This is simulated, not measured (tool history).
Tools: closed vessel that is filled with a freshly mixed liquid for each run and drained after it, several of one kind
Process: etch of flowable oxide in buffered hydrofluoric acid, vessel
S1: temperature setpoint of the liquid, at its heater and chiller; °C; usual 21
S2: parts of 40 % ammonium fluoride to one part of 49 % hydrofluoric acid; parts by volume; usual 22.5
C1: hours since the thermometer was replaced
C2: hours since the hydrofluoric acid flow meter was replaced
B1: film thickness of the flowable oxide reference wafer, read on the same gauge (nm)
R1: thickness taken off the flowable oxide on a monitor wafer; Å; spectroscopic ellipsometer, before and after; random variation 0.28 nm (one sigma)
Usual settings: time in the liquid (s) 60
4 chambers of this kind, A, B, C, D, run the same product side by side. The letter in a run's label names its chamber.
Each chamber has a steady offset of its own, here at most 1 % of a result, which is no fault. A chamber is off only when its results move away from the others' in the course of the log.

Run 1A, hour 12.6: usual settings; C1 2160.7; C2 107.3; B1 39.988. Result: R1 572.87 Å.
Run 2B, hour 23.3: usual settings; C1 999.6; C2 132.1; B1 40.004. Result: R1 577.1 Å.
Run 3C, hour 30.3: usual settings; C1 1530.7; C2 1088.8; B1 40.017. Result: R1 577.9 Å.
Run 4D, hour 42.1: usual settings; C1 1176.7; C2 383.7; B1 39.989. Result: R1 575.15 Å.
Run 5D, hour 49.1: usual settings; C1 1183.7; C2 390.7; B1 40.022. Result: R1 576.47 Å.
Run 6C, hour 58.4: usual settings; C1 1558.8; C2 1116.9; B1 39.987. Result: R1 580.51 Å.
Run 7A, hour 68.1: usual settings; C1 2216.2; C2 162.8; B1 40.018. Result: R1 572.4 Å.
Run 8B, hour 74.1: usual settings; C1 1050.4; C2 182.9; B1 40.028. Result: R1 577.4 Å.
Run 9A, hour 81.5: usual settings; C1 2229.6; C2 176.2; B1 40.004. Result: R1 572.69 Å.
Run 10D, hour 94.8: usual settings; C1 1229.4; C2 436.4; B1 40.004. Result: R1 578.62 Å.
Run 11C, hour 103.7: usual settings; C1 1604.1; C2 1162.2; B1 39.996. Result: R1 582.73 Å.
Run 12B, hour 109.7: usual settings; C1 1086; C2 218.5; B1 39.991. Result: R1 580.2 Å.
Run 13B, hour 118.8: usual settings; C1 1095.1; C2 227.6; B1 40.038. Result: R1 581.66 Å.
Run 14C, hour 129.1: usual settings; C1 1629.5; C2 1187.6; B1 39.99. Result: R1 582.24 Å.
Run 15D, hour 140.8: usual settings; C1 1275.4; C2 482.4; B1 39.999. Result: R1 574.27 Å.
Run 16A, hour 147.6: usual settings; C1 2295.7; C2 242.3; B1 40.02. Result: R1 577.55 Å.
Run 17B, hour 156: usual settings; C1 1132.3; C2 264.8; B1 40.019. Result: R1 586.55 Å.
Run 18A, hour 164.8: usual settings but S1 25.5 °C; C1 2312.9; C2 259.5; B1 39.974. Result: R1 742.73 Å.
Run 19D, hour 176.3: usual settings but S1 25.5 °C; C1 1310.9; C2 517.9; B1 40.017. Result: R1 735.06 Å.
Run 20C, hour 188.7: usual settings but S1 25.5 °C; C1 1689.1; C2 1247.2; B1 40.015. Result: R1 745.94 Å.
Run 21A, hour 195.2: usual settings but S1 25.5 °C; C1 2343.3; C2 289.9; B1 39.98. Result: R1 749.61 Å.
Run 22B, hour 204.8: usual settings; C1 1181.1; C2 313.6; B1 40.009. Result: R1 582.3 Å.
Run 23D, hour 211.4: usual settings; C1 1346; C2 553; B1 40.033. Result: R1 582.22 Å.
Run 24C, hour 223.4: usual settings; C1 1723.8; C2 1281.9; B1 39.952. Result: R1 583.92 Å.
Run 25A, hour 236.8: usual settings; C1 2384.9; C2 331.5; B1 40.023. Result: R1 591.26 Å.
Run 26D, hour 243.6: usual settings; C1 1378.2; C2 585.2; B1 39.999. Result: R1 577.51 Å.
At hour 245.8: chamber B: hydrofluoric acid flow meter replaced.
Run 27C, hour 255.3: usual settings; C1 1755.7; C2 1313.8; B1 40.01. Result: R1 578.1 Å.
Run 28B, hour 263.2: usual settings; C1 1239.5; C2 17.4; B1 39.992. Result: R1 576.85 Å.
Run 29B, hour 271.2: usual settings; C1 1247.5; C2 25.4; B1 39.977. Result: R1 582.97 Å.
Run 30C, hour 282.8: usual settings; C1 1783.2; C2 1341.3; B1 40.016. Result: R1 580.23 Å.
Run 31D, hour 294.8: usual settings; C1 1429.4; C2 636.4; B1 39.969. Result: R1 576.71 Å.
Run 32A, hour 308.2: usual settings; C1 2456.3; C2 402.9; B1 40.028. Result: R1 591.36 Å.
Run 33D, hour 314.5: usual settings but S1 23.5 °C; C1 1449.1; C2 656.1; B1 39.986. Result: R1 662.2 Å.
Run 34B, hour 324.3: usual settings but S1 23.5 °C; C1 1300.6; C2 78.5; B1 39.988. Result: R1 665.91 Å.

Is one chamber off against the others, does the gauge drift, or is nothing wrong? If a chamber is off, say which, and what the likeliest cause is.

Chamber A drifts away from the others.
Cause: hydrofluoric acid flow above the setpoint (%) = 4.2.
The log may not tell that from: liquid hotter than its thermometer reads (K).

Here are 4 candidates for chamber A's next run, each the usual settings with a change, their results left as question marks. Which one brings its results back in line with what the others give on the usual settings?
In line means no further than this from the other chambers' mean on the usual settings: R1 9.6 Å
Run 35A-1, hour 334.1: usual settings but S1 22 °C. Result: R1 ?.
Run 35A-2, hour 334.1: usual settings but S1 21.5 °C. Result: R1 ?.
Run 35A-3, hour 334.1: usual settings but S1 20.5 °C, S2 23.5 parts by volume. Result: R1 ?.
Run 35A-4, hour 334.1: usual settings but S1 20.5 °C. Result: R1 ?.

The other chambers' mean on the usual settings: R1 579.23 Å
  run      R1
35A-1  626.55
35A-2  609.38
35A-3  559.03
35A-4  576.31
35A-4 brings the chamber back in line.
